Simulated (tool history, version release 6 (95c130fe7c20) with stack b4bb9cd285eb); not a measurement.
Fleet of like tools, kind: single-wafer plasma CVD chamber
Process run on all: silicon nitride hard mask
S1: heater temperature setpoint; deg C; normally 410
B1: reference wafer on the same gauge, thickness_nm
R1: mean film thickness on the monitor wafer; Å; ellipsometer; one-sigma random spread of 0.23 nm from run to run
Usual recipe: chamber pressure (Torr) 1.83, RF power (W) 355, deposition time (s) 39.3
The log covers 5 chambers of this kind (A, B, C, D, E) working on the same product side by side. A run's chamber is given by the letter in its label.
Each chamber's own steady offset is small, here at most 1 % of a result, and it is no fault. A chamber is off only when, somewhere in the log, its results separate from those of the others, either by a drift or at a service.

Run 1D, day 0.192: usual settings; B1 57.05. Result: R1 515.32 Å.
Run 2A, day 0.388: usual settings; B1 56.996. Result: R1 515.68 Å.
Run 3C, day 0.592: usual settings; B1 56.976. Result: R1 527.94 Å.
Run 4B, day 0.775: usual settings; B1 57.046. Result: R1 517.18 Å.
Run 5E, day 1.008: usual settings; B1 57.004. Result: R1 521.14 Å.
Run 6A, day 1.283: usual settings; B1 56.956. Result: R1 519.03 Å.
Run 7E, day 1.521: usual settings; B1 57.017. Result: R1 519.65 Å.
Run 8C, day 1.767: usual settings but RF power (W) 420; B1 57.02. Result: R1 583.12 Å.
At day 1.888: chamber D: capacitance manometer re-zeroed and calibrated.
Run 9D, day 2.017: usual settings but RF power (W) 420; B1 56.914. Result: R1 573.02 Å.
Run 10B, day 2.283: usual settings but RF power (W) 420; B1 56.927. Result: R1 576.86 Å.
Run 11C, day 2.554: usual settings but RF power (W) 420; B1 56.934. Result: R1 585.47 Å.
Run 12A, day 2.767: usual settings but RF power (W) 420; B1 56.965. Result: R1 577.79 Å.
Run 13D, day 2.992: usual settings; B1 56.976. Result: R1 516.56 Å.
Run 14E, day 3.175: usual settings; B1 57.014. Result: R1 524.15 Å.
Run 15B, day 3.354: usual settings; B1 57.006. Result: R1 518.83 Å.
Run 16C, day 3.529: usual settings; B1 57.026. Result: R1 523.06 Å.
Run 17A, day 3.696: usual settings but S1 397 deg C, RF power (W) 425; B1 57.055. Result: R1 587.34 Å.
At day 3.833: chamber C: capacitance manometer re-zeroed and calibrated.
Run 18E, day 3.979: usual settings but S1 397 deg C, RF power (W) 425; B1 56.988. Result: R1 588.9 Å.
Run 19B, day 4.188: usual settings but S1 397 deg C, RF power (W) 425; B1 57.021. Result: R1 581.42 Å.
Run 20D, day 4.325: usual settings but S1 397 deg C, RF power (W) 425; B1 56.956. Result: R1 581.35 Å.
Run 21E, day 4.483: usual settings but S1 397 deg C, RF power (W) 425; B1 56.97. Result: R1 589.38 Å.
Run 22C, day 4.746: usual settings; B1 56.987. Result: R1 528.39 Å.
Run 23D, day 4.971: usual settings; B1 57.016. Result: R1 517.41 Å.
Run 24A, day 5.212: usual settings; B1 57.057. Result: R1 521.29 Å.
Run 25B, day 5.479: usual settings; B1 56.993. Result: R1 515.92 Å.
Run 26C, day 5.725: usual settings; B1 57.022. Result: R1 528.42 Å.
Run 27E, day 5.988: usual settings but chamber pressure (Torr) 1.46; B1 57.021. Result: R1 490.29 Å.
Run 28B, day 6.125: usual settings but chamber pressure (Torr) 1.46; B1 57.009. Result: R1 485.13 Å.
Run 29A, day 6.412: usual settings but chamber pressure (Torr) 1.46; B1 57.002. Result: R1 488.3 Å.
Run 30D, day 6.646: usual settings but chamber pressure (Torr) 1.46; B1 56.992. Result: R1 488.85 Å.
Run 31B, day 6.933: usual settings but chamber pressure (Torr) 1.46; B1 57.032. Result: R1 483.46 Å.
Run 32C, day 7.162: usual settings; B1 56.982. Result: R1 529.47 Å.
Run 33A, day 7.346: usual settings but S1 397 deg C; B1 56.946. Result: R1 523.87 Å.
Run 34D, day 7.596: usual settings but S1 397 deg C; B1 56.997. Result: R1 521.69 Å.
Run 35E, day 7.892: usual settings but S1 397 deg C; B1 56.999. Result: R1 524.08 Å.
Run 36A, day 8.058: usual settings but S1 397 deg C; B1 57.066. Result: R1 524.47 Å.
Run 37B, day 8.221: usual settings but S1 397 deg C; B1 56.995. Result: R1 521.59 Å.
Run 38E, day 8.35: usual settings; B1 57.013. Result: R1 524.63 Å.

Predict what each chamber gives when all 5 of them run the settings below next.
Run 39A, day 8.562: usual settings. Result: R1 ?.
Run 39B, day 8.562: usual settings. Result: R1 ?.
Run 39C, day 8.562: usual settings. Result: R1 ?.
Run 39D, day 8.562: usual settings. Result: R1 ?.
Run 39E, day 8.562: usual settings. Result: R1 ?.

run      R1
39A  523.87
39B  517.06
39C  523.93
39D  519.46
39E  525.36
